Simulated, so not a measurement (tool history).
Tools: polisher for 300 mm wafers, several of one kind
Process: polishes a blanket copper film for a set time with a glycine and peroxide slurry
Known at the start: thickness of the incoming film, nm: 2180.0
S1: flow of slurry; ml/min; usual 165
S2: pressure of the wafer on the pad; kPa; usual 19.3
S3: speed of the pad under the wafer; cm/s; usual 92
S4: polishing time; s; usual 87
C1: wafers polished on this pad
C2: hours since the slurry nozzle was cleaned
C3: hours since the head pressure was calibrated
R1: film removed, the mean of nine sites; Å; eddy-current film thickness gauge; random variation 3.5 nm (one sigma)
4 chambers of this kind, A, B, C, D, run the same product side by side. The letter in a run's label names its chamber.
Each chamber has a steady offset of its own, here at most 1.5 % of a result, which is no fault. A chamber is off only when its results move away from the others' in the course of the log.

{"run": "1A", "hour": 2.4, "S1": 165, "S2": 19.3, "S3": 92, "S4": 87, "C1": 151, "C2": 286.6, "C3": 350.7, "R1": 5030.7}
{"run": "2B", "hour": 5.4, "S1": 165, "S2": 19.3, "S3": 92, "S4": 87, "C1": 168, "C2": 283.5, "C3": 357.2, "R1": 5151.5}
{"run": "3C", "hour": 9.0, "S1": 165, "S2": 19.3, "S3": 92, "S4": 87, "C1": 329, "C2": 93.1, "C3": 94.9, "R1": 5081.4}
{"run": "4D", "hour": 14.2, "S1": 165, "S2": 19.3, "S3": 92, "S4": 87, "C1": 341, "C2": 368.3, "C3": 504.1, "R1": 5022.1}
{"hour": 14.8, "done": "chamber A: slurry nozzle cleaned"}
{"hour": 15.1, "done": "chamber B: slurry nozzle cleaned"}
{"run": "5C", "hour": 18.7, "S1": 165, "S2": 19.3, "S3": 92, "S4": 87, "C1": 432, "C2": 102.8, "C3": 104.6, "R1": 5069.1}
{"run": "6B", "hour": 23.5, "S1": 205, "S2": 19.3, "S3": 92, "S4": 59, "C1": 361, "C2": 8.5, "C3": 375.3, "R1": 3603.2}
{"hour": 27.2, "done": "chamber C: worn pad replaced by a new one"}
{"run": "7A", "hour": 27.9, "S1": 205, "S2": 19.3, "S3": 92, "S4": 59, "C1": 423, "C2": 13.1, "C3": 376.2, "R1": 3496.7}
{"run": "8D", "hour": 30.9, "S1": 205, "S2": 19.3, "S3": 92, "S4": 59, "C1": 519, "C2": 385, "C3": 520.8, "R1": 3566.8}
{"run": "9B", "hour": 35.0, "S1": 205, "S2": 19.3, "S3": 92, "S4": 59, "C1": 484, "C2": 20, "C3": 386.8, "R1": 3578.9}
{"hour": 35.5, "done": "chamber D: head pressure recalibrated"}
{"run": "10C", "hour": 38.9, "S1": 165, "S2": 19.3, "S3": 92, "S4": 87, "C1": 125, "C2": 123, "C3": 124.8, "R1": 5093.7}
{"run": "11A", "hour": 43.5, "S1": 165, "S2": 19.3, "S3": 92, "S4": 87, "C1": 589, "C2": 28.7, "C3": 391.8, "R1": 5018.7}
{"run": "12D", "hour": 48.1, "S1": 165, "S2": 19.3, "S3": 92, "S4": 87, "C1": 702, "C2": 402.2, "C3": 12.7, "R1": 4997.3}
{"run": "13A", "hour": 51.3, "S1": 165, "S2": 19.3, "S3": 92, "S4": 87, "C1": 673, "C2": 36.5, "C3": 399.6, "R1": 5013.6}
{"run": "14B", "hour": 56.7, "S1": 165, "S2": 19.3, "S3": 92, "S4": 87, "C1": 716, "C2": 41.7, "C3": 408.5, "R1": 5154.3}
{"run": "15C", "hour": 61.9, "S1": 165, "S2": 19.3, "S3": 92, "S4": 87, "C1": 370, "C2": 146, "C3": 147.8, "R1": 5067.2}
{"run": "16D", "hour": 65.3, "S1": 165, "S2": 19.3, "S3": 92, "S4": 87, "C1": 886, "C2": 419.4, "C3": 29.9, "R1": 4991.5}
{"run": "17A", "hour": 69.6, "S1": 165, "S2": 19.3, "S3": 92, "S4": 87, "C1": 868, "C2": 54.8, "C3": 417.9, "R1": 5001.5}
{"hour": 70.2, "done": "chamber C: worn pad replaced by a new one"}
{"run": "18C", "hour": 72.2, "S1": 165, "S2": 19.3, "S3": 92, "S4": 87, "C1": 22, "C2": 156.3, "C3": 158.1, "R1": 5068}
{"run": "19D", "hour": 74.8, "S1": 165, "S2": 19.3, "S3": 92, "S4": 87, "C1": 988, "C2": 428.9, "C3": 39.4, "R1": 4942.6}
{"run": "20B", "hour": 80.3, "S1": 165, "S2": 19.3, "S3": 92, "S4": 87, "C1": 968, "C2": 65.3, "C3": 432.1, "R1": 5171.8}
{"hour": 82.8, "done": "chamber A: head pressure recalibrated"}
{"run": "21C", "hour": 85.6, "S1": 165, "S2": 15.2, "S3": 112, "S4": 87, "C1": 165, "C2": 169.7, "C3": 171.5, "R1": 4876.6}
{"run": "22B", "hour": 90.4, "S1": 165, "S2": 15.2, "S3": 112, "S4": 87, "C1": 1076, "C2": 75.4, "C3": 442.2, "R1": 5012}
{"run": "23A", "hour": 95.7, "S1": 165, "S2": 15.2, "S3": 112, "S4": 87, "C1": 1147, "C2": 80.9, "C3": 13, "R1": 4827.9}
{"hour": 101.2, "done": "chamber B: worn pad replaced by a new one"}
{"run": "24D", "hour": 101.3, "S1": 165, "S2": 15.2, "S3": 112, "S4": 87, "C1": 1271, "C2": 455.4, "C3": 65.9, "R1": 4635.4}
{"run": "25B", "hour": 106.4, "S1": 165, "S2": 19.3, "S3": 92, "S4": 87, "C1": 55, "C2": 91.4, "C3": 458.2, "R1": 5208}
{"hour": 108.0, "done": "chamber A: worn pad replaced by a new one"}
{"run": "26C", "hour": 111.5, "S1": 185, "S2": 23.4, "S3": 92, "S4": 87, "C1": 441, "C2": 195.6, "C3": 197.4, "R1": 6025.8}
{"run": "27A", "hour": 116.7, "S1": 185, "S2": 23.4, "S3": 92, "S4": 87, "C1": 93, "C2": 101.9, "C3": 34, "R1": 6064.2}
{"hour": 117.2, "done": "chamber C: worn pad replaced by a new one"}
{"run": "28D", "hour": 119.6, "S1": 185, "S2": 23.4, "S3": 92, "S4": 87, "C1": 1466, "C2": 473.7, "C3": 84.2, "R1": 5705.9}
{"run": "29B", "hour": 122.7, "S1": 185, "S2": 23.4, "S3": 92, "S4": 87, "C1": 229, "C2": 107.7, "C3": 474.5, "R1": 6180.8}
{"run": "30C", "hour": 126.2, "S1": 165, "S2": 21.4, "S3": 92, "S4": 99, "C1": 96, "C2": 210.3, "C3": 212.1, "R1": 6292.7}

Is one chamber off against the others, does the gauge drift, or is nothing wrong? If a chamber is off, say which, and what the likeliest cause is.

Chamber D drifts away from the others.
Cause: removal rate lost through wear of the pad, % = 6.09.
The log may not tell that from: slurry flow missing at the pad, %; head's pressure below its setpoint, %.

Here are 4 candidates for chamber D's next run, each the usual settings with a change, their results left as question marks. Which one brings its results back in line with what the others give on the usual settings?
In line means no further than this from the other chambers' mean on the usual settings: R1 120 Å
{"run": "31D-1", "hour": 130.2, "S1": 135, "S2": 19.3, "S3": 92, "S4": 87, "R1": "?"}
{"run": "31D-2", "hour": 130.2, "S1": 165, "S2": 19.3, "S3": 96, "S4": 91, "R1": "?"}
{"run": "31D-3", "hour": 130.2, "S1": 165, "S2": 19.3, "S3": 96, "S4": 87, "R1": "?"}
{"run": "31D-4", "hour": 130.2, "S1": 165, "S2": 18.6, "S3": 90, "S4": 85, "R1": "?"}

The other chambers' mean on the usual settings: R1 5086.2 Å
run=31D-1 R1=4564.3
run=31D-2 R1=5120.6
run=31D-3 R1=4895.5
run=31D-4 R1=4402.9
31D-2 brings the chamber back in line.
